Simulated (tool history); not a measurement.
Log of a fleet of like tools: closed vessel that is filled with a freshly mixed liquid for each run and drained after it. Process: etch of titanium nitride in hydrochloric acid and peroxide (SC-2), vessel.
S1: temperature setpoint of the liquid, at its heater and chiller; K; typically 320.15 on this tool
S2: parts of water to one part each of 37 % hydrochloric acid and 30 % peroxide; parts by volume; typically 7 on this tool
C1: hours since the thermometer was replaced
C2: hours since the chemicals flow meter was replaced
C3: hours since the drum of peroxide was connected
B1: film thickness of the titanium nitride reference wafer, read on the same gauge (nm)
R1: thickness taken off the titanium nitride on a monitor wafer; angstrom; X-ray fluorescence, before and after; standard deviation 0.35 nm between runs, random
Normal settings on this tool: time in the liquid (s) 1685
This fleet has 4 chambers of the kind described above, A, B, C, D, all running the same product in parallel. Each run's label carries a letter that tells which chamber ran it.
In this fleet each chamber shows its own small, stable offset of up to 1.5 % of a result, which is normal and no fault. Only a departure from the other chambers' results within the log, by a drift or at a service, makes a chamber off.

run 1B hour=8.2 | S1=320.15 S2=7 time_in_the_liquid_(s)=1685 | C1=1110.4 C2=89.4 C3=559.4 | B1=30.003 | R1=507.89
run 2A hour=14.7 | S1=320.15 S2=7 time_in_the_liquid_(s)=1685 | C1=1268.1 C2=1638.3 C3=15.7 | B1=30.02 | R1=508.84
run 3D hour=19 | S1=320.15 S2=7 time_in_the_liquid_(s)=1685 | C1=984 C2=751.6 C3=445.4 | B1=30.003 | R1=505.74
run 4C hour=27.9 | S1=320.15 S2=7 time_in_the_liquid_(s)=1685 | C1=220.8 C2=1223.2 C3=728.4 | B1=30.012 | R1=507.5
run 5D hour=35.7 | S1=320.15 S2=7 time_in_the_liquid_(s)=1685 | C1=1000.7 C2=768.3 C3=462.1 | B1=29.993 | R1=507.76
run 6C hour=40.2 | S1=320.15 S2=8.5 time_in_the_liquid_(s)=2285 | C1=233.1 C2=1235.5 C3=740.7 | B1=30.009 | R1=590.86
run 7A hour=48.7 | S1=320.15 S2=8.5 time_in_the_liquid_(s)=2285 | C1=1302.1 C2=1672.3 C3=49.7 | B1=29.995 | R1=596.23
run 8B hour=54.6 | S1=320.15 S2=8.5 time_in_the_liquid_(s)=2285 | C1=1156.8 C2=135.8 C3=605.8 | B1=30.011 | R1=583.31
-- hour=59.4 chamber A: chemicals flow meter replaced
run 9B hour=61.4 | S1=320.15 S2=8.5 time_in_the_liquid_(s)=2285 | C1=1163.6 C2=142.6 C3=612.6 | B1=30.003 | R1=587.83
run 10A hour=68.6 | S1=320.15 S2=7 time_in_the_liquid_(s)=1685 | C1=1322 C2=9.3 C3=69.6 | B1=30.006 | R1=510.63
run 11D hour=76.5 | S1=320.15 S2=7 time_in_the_liquid_(s)=1685 | C1=1041.5 C2=809.1 C3=502.9 | B1=29.995 | R1=505.51
run 12C hour=82.6 | S1=320.15 S2=7 time_in_the_liquid_(s)=1685 | C1=275.5 C2=1277.9 C3=783.1 | B1=29.98 | R1=516.63
run 13D hour=91.4 | S1=320.15 S2=7 time_in_the_liquid_(s)=1685 | C1=1056.4 C2=824 C3=517.8 | B1=30.016 | R1=499.76
run 14A hour=100.4 | S1=320.15 S2=7 time_in_the_liquid_(s)=1685 | C1=1353.8 C2=41.1 C3=101.4 | B1=29.99 | R1=514.57
run 15B hour=107.1 | S1=320.15 S2=7 time_in_the_liquid_(s)=1685 | C1=1209.3 C2=188.3 C3=658.3 | B1=30.011 | R1=505.99
run 16C hour=111.4 | S1=320.15 S2=7 time_in_the_liquid_(s)=1685 | C1=304.3 C2=1306.7 C3=811.9 | B1=30.002 | R1=512.48
run 17C hour=116 | S1=320.15 S2=7 time_in_the_liquid_(s)=1685 | C1=308.9 C2=1311.3 C3=816.5 | B1=30.006 | R1=512.56
run 18D hour=123.1 | S1=320.15 S2=7 time_in_the_liquid_(s)=1685 | C1=1088.1 C2=855.7 C3=549.5 | B1=29.998 | R1=505.97
run 19A hour=130.1 | S1=320.15 S2=7 time_in_the_liquid_(s)=1685 | C1=1383.5 C2=70.8 C3=131.1 | B1=30.01 | R1=511.55
run 20B hour=136.4 | S1=320.15 S2=7 time_in_the_liquid_(s)=1685 | C1=1238.6 C2=217.6 C3=687.6 | B1=30.011 | R1=514.62
run 21C hour=142.4 | S1=320.15 S2=7 time_in_the_liquid_(s)=1685 | C1=335.3 C2=1337.7 C3=842.9 | B1=30 | R1=513.38
run 22D hour=151.6 | S1=320.15 S2=7 time_in_the_liquid_(s)=1685 | C1=1116.6 C2=884.2 C3=578 | B1=29.994 | R1=498.1
-- hour=152.7 chamber C: new drum of peroxide connected
run 23B hour=156.9 | S1=320.15 S2=7 time_in_the_liquid_(s)=1685 | C1=1259.1 C2=238.1 C3=708.1 | B1=30.009 | R1=512.7
run 24A hour=163.1 | S1=320.15 S2=7 time_in_the_liquid_(s)=1685 | C1=1416.5 C2=103.8 C3=164.1 | B1=29.998 | R1=510.61
run 25A hour=171.3 | S1=320.15 S2=7 time_in_the_liquid_(s)=1685 | C1=1424.7 C2=112 C3=172.3 | B1=29.996 | R1=504.45
run 26D hour=176.6 | S1=320.15 S2=7 time_in_the_liquid_(s)=1685 | C1=1141.6 C2=909.2 C3=603 | B1=30.011 | R1=502.89
-- hour=182.1 chamber C: chemicals flow meter replaced
run 27C hour=185.9 | S1=320.15 S2=7 time_in_the_liquid_(s)=1685 | C1=378.8 C2=3.9 C3=33.3 | B1=29.992 | R1=515.13
run 28B hour=193.1 | S1=320.15 S2=7 time_in_the_liquid_(s)=1685 | C1=1295.3 C2=274.3 C3=744.3 | B1=30.002 | R1=526.02
run 29D hour=200.9 | S1=320.15 S2=7 time_in_the_liquid_(s)=1685 | C1=1165.9 C2=933.5 C3=627.3 | B1=30.02 | R1=506.62
run 30C hour=205.6 | S1=320.15 S2=7 time_in_the_liquid_(s)=1685 | C1=398.5 C2=23.6 C3=53 | B1=29.986 | R1=517.99
run 31A hour=213.5 | S1=320.15 S2=7 time_in_the_liquid_(s)=1685 | C1=1466.9 C2=154.2 C3=214.5 | B1=29.998 | R1=514.17
run 32B hour=222.1 | S1=320.15 S2=7 time_in_the_liquid_(s)=1685 | C1=1324.3 C2=303.3 C3=773.3 | B1=30.006 | R1=536.47
run 33B hour=231.1 | S1=320.15 S2=9 time_in_the_liquid_(s)=1685 | C1=1333.3 C2=312.3 C3=782.3 | B1=30.002 | R1=438.76
run 34D hour=238.7 | S1=320.15 S2=9 time_in_the_liquid_(s)=1685 | C1=1203.7 C2=971.3 C3=665.1 | B1=30.016 | R1=415.77
run 35A hour=245.5 | S1=320.15 S2=9 time_in_the_liquid_(s)=1685 | C1=1498.9 C2=186.2 C3=246.5 | B1=30.008 | R1=411.56
run 36C hour=254.1 | S1=320.15 S2=9 time_in_the_liquid_(s)=1685 | C1=447 C2=72.1 C3=101.5 | B1=30.006 | R1=419.51
run 37D hour=262.8 | S1=320.15 S2=7 time_in_the_liquid_(s)=1685 | C1=1227.8 C2=995.4 C3=689.2 | B1=30.007 | R1=506.59
run 38A hour=268 | S1=320.15 S2=7 time_in_the_liquid_(s)=1685 | C1=1521.4 C2=208.7 C3=269 | B1=30.017 | R1=505.47
run 39B hour=273.9 | S1=320.15 S2=7 time_in_the_liquid_(s)=1685 | C1=1376.1 C2=355.1 C3=825.1 | B1=29.992 | R1=546.56
run 40C hour=282.5 | S1=320.15 S2=7 time_in_the_liquid_(s)=1685 | C1=475.4 C2=100.5 C3=129.9 | B1=30 | R1=508.2
run 41A hour=287.1 | S1=320.15 S2=7 time_in_the_liquid_(s)=1685 | C1=1540.5 C2=227.8 C3=288.1 | B1=30 | R1=508.96

All chambers now run identical settings, listed one chamber a line with results as question marks. What results will each chamber show?
run 42A hour=293.7 | S1=320.15 S2=7 time_in_the_liquid_(s)=1685 | R1=?
run 42B hour=293.7 | S1=320.15 S2=7 time_in_the_liquid_(s)=1685 | R1=?
run 42C hour=293.7 | S1=320.15 S2=7 time_in_the_liquid_(s)=1685 | R1=?
run 42D hour=293.7 | S1=320.15 S2=7 time_in_the_liquid_(s)=1685 | R1=?

run=42A R1=508.69
run=42B R1=550.94
run=42C R1=504.73
run=42D R1=502.37
